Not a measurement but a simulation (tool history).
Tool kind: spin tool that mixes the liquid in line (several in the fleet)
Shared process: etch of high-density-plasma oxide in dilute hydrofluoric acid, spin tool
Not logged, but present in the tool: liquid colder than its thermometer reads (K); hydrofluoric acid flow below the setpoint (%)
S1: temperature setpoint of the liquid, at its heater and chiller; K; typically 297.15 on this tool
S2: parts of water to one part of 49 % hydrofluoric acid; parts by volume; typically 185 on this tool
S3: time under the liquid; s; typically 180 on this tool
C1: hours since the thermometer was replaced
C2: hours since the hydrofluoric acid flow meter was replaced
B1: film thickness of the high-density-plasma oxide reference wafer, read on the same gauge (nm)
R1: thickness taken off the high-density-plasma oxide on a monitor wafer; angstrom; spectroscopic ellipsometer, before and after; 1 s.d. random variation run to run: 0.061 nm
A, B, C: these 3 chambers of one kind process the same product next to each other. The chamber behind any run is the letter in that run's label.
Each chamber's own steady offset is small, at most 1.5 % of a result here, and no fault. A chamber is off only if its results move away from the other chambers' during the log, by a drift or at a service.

| run | hour | S1 | S2 | S3 | C1 | C2 | B1 | R1 |
|---|---|---|---|---|---|---|---|---|
| 1A | 8.0 | 297.15 | 185 | 180 | 1820.7 | 773.7 | 110.03 | 61.152 |
| 2C | 15.7 | 297.15 | 185 | 180 | 459.0 | 1677.8 | 109.99 | 61.498 |
| 3B | 20.3 | 297.15 | 185 | 180 | 761.2 | 1769.0 | 110.00 | 60.774 |
| 4B | 25.1 | 297.15 | 185 | 180 | 766.0 | 1773.8 | 110.01 | 61.029 |
| 5C | 30.0 | 297.15 | 185 | 180 | 473.3 | 1692.1 | 110.02 | 60.975 |
| 6A | 37.3 | 297.15 | 185 | 180 | 1850.0 | 803.0 | 110.01 | 61.199 |
| 7B | 45.0 | 297.15 | 185 | 180 | 785.9 | 1793.7 | 110.00 | 60.707 |
| 8C | 52.9 | 297.15 | 150 | 110 | 496.2 | 1715.0 | 110.00 | 47.448 |
| 9A | 60.8 | 297.15 | 150 | 110 | 1873.5 | 826.5 | 110.01 | 49.181 |
| 10B | 68.2 | 297.15 | 150 | 110 | 809.1 | 1816.9 | 110.04 | 47.517 |
| 11C | 75.8 | 297.15 | 185 | 180 | 519.1 | 1737.9 | 110.01 | 61.014 |
| 12A | 85.1 | 297.15 | 185 | 180 | 1897.8 | 850.8 | 109.95 | 61.947 |
| 13B | 95.0 | 297.15 | 185 | 180 | 835.9 | 1843.7 | 109.99 | 61.305 |
| 14C | 104.1 | 297.15 | 185 | 180 | 547.4 | 1766.2 | 109.99 | 61.669 |
| 15A | 114.0 | 297.15 | 185 | 180 | 1926.7 | 879.7 | 109.99 | 60.765 |
| 16B | 119.5 | 297.15 | 185 | 180 | 860.4 | 1868.2 | 110.01 | 60.816 |
|  | 120.6 | chamber B: thermometer replaced |
| 17A | 127.8 | 297.15 | 255 | 95 | 1940.5 | 893.5 | 109.98 | 21.725 |
| 18C | 133.4 | 297.15 | 255 | 95 | 576.7 | 1795.5 | 109.96 | 22.039 |
| 19A | 138.7 | 297.15 | 255 | 95 | 1951.4 | 904.4 | 110.01 | 21.221 |
| 20C | 147.4 | 297.15 | 185 | 180 | 590.7 | 1809.5 | 109.94 | 61.397 |
| 21B | 155.5 | 297.15 | 185 | 180 | 35.0 | 1904.2 | 109.98 | 61.348 |
| 22B | 160.7 | 297.15 | 185 | 180 | 40.2 | 1909.4 | 110.01 | 61.924 |
| 23A | 169.6 | 297.15 | 185 | 180 | 1982.3 | 935.3 | 110.00 | 59.427 |
| 24C | 174.0 | 297.15 | 185 | 180 | 617.3 | 1836.1 | 109.96 | 60.686 |
| 25B | 181.6 | 297.15 | 185 | 180 | 61.1 | 1930.3 | 110.00 | 59.834 |
| 26A | 190.5 | 297.15 | 185 | 180 | 2003.2 | 956.2 | 110.03 | 57.414 |
| 27C | 195.6 | 297.15 | 185 | 180 | 638.9 | 1857.7 | 110.01 | 61.416 |
| 28C | 203.1 | 297.15 | 185 | 180 | 646.4 | 1865.2 | 109.99 | 60.784 |
| 29B | 209.3 | 297.15 | 185 | 180 | 88.8 | 1958.0 | 110.03 | 60.656 |
| 30A | 217.8 | 297.15 | 185 | 180 | 2030.5 | 983.5 | 110.04 | 57.015 |
| 31A | 226.9 | 297.15 | 185 | 180 | 2039.6 | 992.6 | 109.99 | 57.625 |
| 32C | 235.8 | 297.15 | 185 | 180 | 679.1 | 1897.9 | 109.99 | 60.324 |
| 33B | 243.3 | 297.15 | 185 | 180 | 122.8 | 1992.0 | 109.99 | 61.246 |
| 34B | 249.9 | 297.15 | 185 | 180 | 129.4 | 1998.6 | 110.02 | 59.785 |
| 35C | 259.8 | 297.15 | 185 | 180 | 703.1 | 1921.9 | 110.00 | 60.872 |

All 3 chambers run these settings next. Forecast each chamber's results:
| 36A | 267.0 | 297.15 | 185 | 180 |  |  |  | ? |
| 36B | 267.0 | 297.15 | 185 | 180 |  |  |  | ? |
| 36C | 267.0 | 297.15 | 185 | 180 |  |  |  | ? |

| run | R1 |
|---|---|
| 36A | 56.691 |
| 36B | 59.716 |
| 36C | 60.292 |

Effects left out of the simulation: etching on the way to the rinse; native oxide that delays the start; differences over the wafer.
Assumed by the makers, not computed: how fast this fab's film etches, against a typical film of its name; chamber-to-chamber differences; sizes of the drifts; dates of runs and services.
